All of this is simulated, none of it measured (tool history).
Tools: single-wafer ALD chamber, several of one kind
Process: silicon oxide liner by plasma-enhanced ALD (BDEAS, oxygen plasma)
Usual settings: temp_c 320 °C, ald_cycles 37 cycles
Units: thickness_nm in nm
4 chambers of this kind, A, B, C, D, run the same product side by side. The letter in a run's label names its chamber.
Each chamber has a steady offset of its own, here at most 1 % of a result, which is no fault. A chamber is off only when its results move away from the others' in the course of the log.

run,day,temp_c,ald_cycles,"read-back reference wafer on the same gauge, thickness_nm",thickness_nm
1B,0.329,320,37,3.7606,3.3463
2D,0.688,320,37,3.7603,3.3314
3C,1.062,320,37,3.7600,3.3565
4A,1.350,320,37,3.7610,3.3361
5A,1.646,320,37,3.7576,3.3381
6B,2.033,320,37,3.7607,3.3427
7D,2.304,320,37,3.7604,3.3335
8C,2.675,320,37,3.7600,3.3455
9B,2.983,320,37,3.7626,3.3475
10D,3.267,306,32,3.7601,2.9363
11C,3.571,306,32,3.7602,2.9532
12A,3.850,306,32,3.7611,2.9489
13B,4.275,306,32,3.7608,2.9515
14A,4.521,320,37,3.7593,3.3464
15C,4.904,320,31,3.7597,2.8056
16D,5.179,320,31,3.7603,2.7854
17C,5.646,320,31,3.7570,2.8095
18B,6.100,320,31,3.7578,2.8044
19D,6.317,320,37,3.7611,3.3106
20A,6.792,320,37,3.7595,3.3440
21A,7.250,320,37,3.7608,3.3429
22B,7.621,320,37,3.7600,3.3441
23D,8.008,320,37,3.7600,3.3090
24C,8.388,320,37,3.7589,3.3529
25C,8.862,320,37,3.7614,3.3584
26B,9.167,320,37,3.7598,3.3395
27D,9.400,320,37,3.7625,3.3243
28A,9.725,320,37,3.7581,3.3530
29B,10.062,320,37,3.7605,3.3453
30C,10.458,320,37,3.7619,3.3536
31A,10.683,309,43,3.7604,3.9491
32D,11.158,309,43,3.7594,3.9187
33A,11.392,309,43,3.7593,3.9317
34B,11.871,309,43,3.7597,3.9543
35D,12.092,320,37,3.7584,3.3189

Is one chamber off against the others, does the gauge drift, or is nothing wrong? If a chamber is off, say which, and what the likeliest cause is.

No chamber stands off beyond its own small offset, and the gauge holds steady.

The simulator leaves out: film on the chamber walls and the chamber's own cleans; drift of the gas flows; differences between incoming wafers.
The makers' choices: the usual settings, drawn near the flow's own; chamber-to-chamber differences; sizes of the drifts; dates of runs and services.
